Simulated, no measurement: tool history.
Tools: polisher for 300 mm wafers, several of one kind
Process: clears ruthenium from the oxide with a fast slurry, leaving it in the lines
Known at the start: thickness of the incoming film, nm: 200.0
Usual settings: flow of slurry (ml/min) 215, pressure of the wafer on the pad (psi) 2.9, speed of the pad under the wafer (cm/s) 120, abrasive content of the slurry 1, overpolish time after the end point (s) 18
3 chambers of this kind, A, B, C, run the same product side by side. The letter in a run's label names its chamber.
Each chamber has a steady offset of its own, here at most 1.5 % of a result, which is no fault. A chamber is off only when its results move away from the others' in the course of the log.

run,hour,flow of slurry (ml/min),pressure of the wafer on the pad (psi),speed of the pad under the wafer (cm/s),abrasive content of the slurry,overpolish time after the end point (s),time until the end point was called (s),dishing of a wide line in a test structure (Å)
# hour 1.0: chamber B: worn pad replaced by a new one
1A,9.3,215,2.9,120,1,18,46.229,585.68
2C,23.3,215,2.9,120,1,18,47.524,618.69
3B,34.0,215,2.9,120,1,18,47.591,583.24
# hour 34.5: chamber A: head pressure recalibrated
4A,46.4,215,2.9,120,1,18,47.619,597.66
5B,58.3,215,2.9,120,1,18,47.545,583.48
# hour 62.6: chamber C: worn pad replaced by a new one
# hour 63.6: chamber B: slurry blender recalibrated
# hour 65.3: chamber B: worn pad replaced by a new one
6C,65.9,215,2.9,120,1,18,47.083,586.69
# hour 67.9: chamber C: slurry nozzle cleaned
7B,75.7,215,2.9,120,1,18,47.101,606.77
8C,87.2,215,2.9,82,1,15,68.400,360.74
9A,93.6,215,2.9,82,1,15,73.945,357.91
10A,100.5,215,2.9,82,1,15,73.052,359.30
# hour 112.6: chamber A: worn pad replaced by a new one
11C,113.5,215,2.9,120,1,18,47.228,598.70
12B,122.2,215,2.9,120,1,18,47.229,606.74
13C,132.1,215,2.9,120,1,18,47.732,594.32
# hour 136.0: chamber B: worn pad replaced by a new one
14B,140.6,215,2.9,120,1,18,47.397,607.03
# hour 148.3: chamber C: worn pad replaced by a new one
15A,150.9,215,2.9,120,1,18,52.850,556.57
16A,161.0,215,2.9,120,1,18,52.656,556.29
# hour 169.6: chamber B: slurry nozzle cleaned
17B,172.9,215,2.9,120,1,18,48.096,588.12
18C,179.1,280,2.9,120,1,18,46.595,596.83
19B,188.2,280,2.9,120,1,18,47.074,633.60
# hour 196.2: chamber A: slurry nozzle cleaned
20C,200.9,280,2.9,120,1,18,45.901,617.46
21A,207.6,215,2.9,120,1,18,54.643,526.05
# hour 209.2: chamber B: worn pad replaced by a new one
22B,219.8,215,2.9,120,1,18,48.034,600.74
23A,229.5,215,2.9,120,1,18,56.016,515.49

Is one chamber off against the others, does the gauge drift, or is nothing wrong? If a chamber is off, say which, and what the likeliest cause is.

Chamber A drifts away from the others.
Cause: abrasive missing from the slurry, % = 33.4.

Here are 4 candidates for chamber A's next run, each the usual settings with a change, their results left as question marks. Which one brings its results back in line with what the others give on the usual settings?
In line means no further than this from the other chambers' mean on the usual settings: time until the end point was called (s) 2.300; dishing of a wide line in a test structure (Å) 48.00
24A-1,239.5,215,2.8,114,1.00,18,?,?
24A-2,239.5,215,3.1,130,1.05,18,?,?
24A-3,239.5,215,3.0,126,1.00,18,?,?
24A-4,239.5,215,2.7,110,0.95,18,?,?

The other chambers' mean on the usual settings: time until the end point was called (s) 47.791; dishing of a wide line in a test structure (Å) 596.60
run,time until the end point was called (s),dishing of a wide line in a test structure (Å)
24A-1,62.814,467.95
24A-2,48.355,588.60
24A-3,52.973,543.86
24A-4,69.515,427.28
24A-2 brings the chamber back in line.
